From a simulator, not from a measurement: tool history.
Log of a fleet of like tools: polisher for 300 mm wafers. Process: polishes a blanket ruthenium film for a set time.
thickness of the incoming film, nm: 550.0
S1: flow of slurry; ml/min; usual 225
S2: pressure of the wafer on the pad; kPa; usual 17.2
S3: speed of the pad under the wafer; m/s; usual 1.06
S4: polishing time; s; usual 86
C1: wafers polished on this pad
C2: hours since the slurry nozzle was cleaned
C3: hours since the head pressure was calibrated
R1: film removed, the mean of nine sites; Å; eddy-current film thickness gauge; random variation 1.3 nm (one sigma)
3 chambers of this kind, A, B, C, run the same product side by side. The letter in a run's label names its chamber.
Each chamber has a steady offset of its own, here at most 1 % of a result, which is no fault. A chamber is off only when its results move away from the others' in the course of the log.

run   hour   S1    S2    S3   S4   C1     C2      C3      R1
       2.9  -- chamber A: slurry nozzle cleaned
 1B      5  225  17.2  1.06   86  529    715    57.3  1545.3
 2C    8.6  225  17.2  1.06   86  479   28.7   137.3    1547
 3A     13  225  17.2  1.06   86  782   10.1  1439.9  1570.6
 4A   16.9  225  17.2  1.06   86  830     14  1443.8  1535.6
      21.4  -- chamber C: worn pad replaced by a new one
 5B   21.6  225  17.2  1.06   86  735  731.6    73.9  1533.2
 6C   26.6  225  17.2  1.06   86   64   46.7   155.3  1551.5
 7A   29.2  225  13.8  1.06   86  983   26.3  1456.1  1229.4
 8C   34.7  225  13.8  1.06   86  165   54.8   163.4    1241
      36.1  -- chamber A: worn pad replaced by a new one
 9B   38.4  225  13.8  1.06   86  944  748.4    90.7  1221.9
      39.2  -- chamber B: worn pad replaced by a new one
10B   42.9  225  17.2  1.06   86   46  752.9    95.2  1527.9
11A   46.6  225  17.2  1.06   86  131   43.7  1473.5  1548.2
      46.7  -- chamber A: head pressure recalibrated
      47.1  -- chamber B: slurry nozzle cleaned
12C   49.8  225  17.2  1.06   86  352   69.9   178.5  1548.6
13A   54.2  225  17.2  1.06   86  225   51.3     7.5  1389.3
14C   57.7  225  17.2  1.06   86  450   77.8   186.4  1553.2
15B   61.9  225  11.7  1.32   86  282   14.8   114.2  1300.2
16A     66  225  11.7  1.32   86  372   63.1    19.3  1205.6
17B   69.7  225  11.7  1.32   86  379   22.6     122  1310.4
18C     73  225  17.2  1.06   86  640   93.1   201.7  1544.1
19B   76.8  225  17.2  1.06   86  467   29.7   129.1  1559.5
      80.7  -- chamber C: worn pad replaced by a new one
20A   81.1  225  17.2  1.06   86  559   78.2    34.4  1400.4
21C     85  225  17.2  1.06   86   53  105.1   213.7  1532.9
22A   88.1  225  17.2  1.06   86  646   85.2    41.4  1407.1
23C   92.8  225  17.2  1.06   86  150  112.9   221.5  1561.5
24B   96.1  225  17.2  1.06   86  707     49   148.4  1547.4
25A  100.8  225  17.2   0.7  101  804   97.9    54.1  1092.9
26C  103.3  225  17.2   0.7  101  280  123.4     232  1195.4
27B  107.5  225  17.2   0.7  101  848   60.4   159.8  1177.6
28C  111.6  225  17.2  1.06   86  383  131.7   240.3  1555.3
29A  114.6  225  17.2  1.06   86  975  111.7    67.9  1425.1

What goes on in this fleet: one chamber off, a drifting gauge, or nothing beyond the chambers' own small offsets? Name the chamber and the cause, if any.

A service left chamber A off against the others.
Cause: head's pressure below its setpoint, % = 9.38.

Here are 4 candidates for chamber A's next run, each the usual settings with a change, their results left as question marks. Which one brings its results back in line with what the others give on the usual settings?
In line means no further than this from the other chambers' mean on the usual settings: R1 44 Å
30A-1  118.6  225  18.6  1.16  86               ?
30A-2  118.6  225  15.9  0.96  86               ?
30A-3  118.6  225  17.2   1.1  90               ?
30A-4  118.6  225  16.5  1.06  82               ?

The other chambers' mean on the usual settings: R1 1537.7 Å
  run      R1
30A-1  1657.3
30A-2  1170.7
30A-3  1524.3
30A-4  1285.5
30A-3 brings the chamber back in line.

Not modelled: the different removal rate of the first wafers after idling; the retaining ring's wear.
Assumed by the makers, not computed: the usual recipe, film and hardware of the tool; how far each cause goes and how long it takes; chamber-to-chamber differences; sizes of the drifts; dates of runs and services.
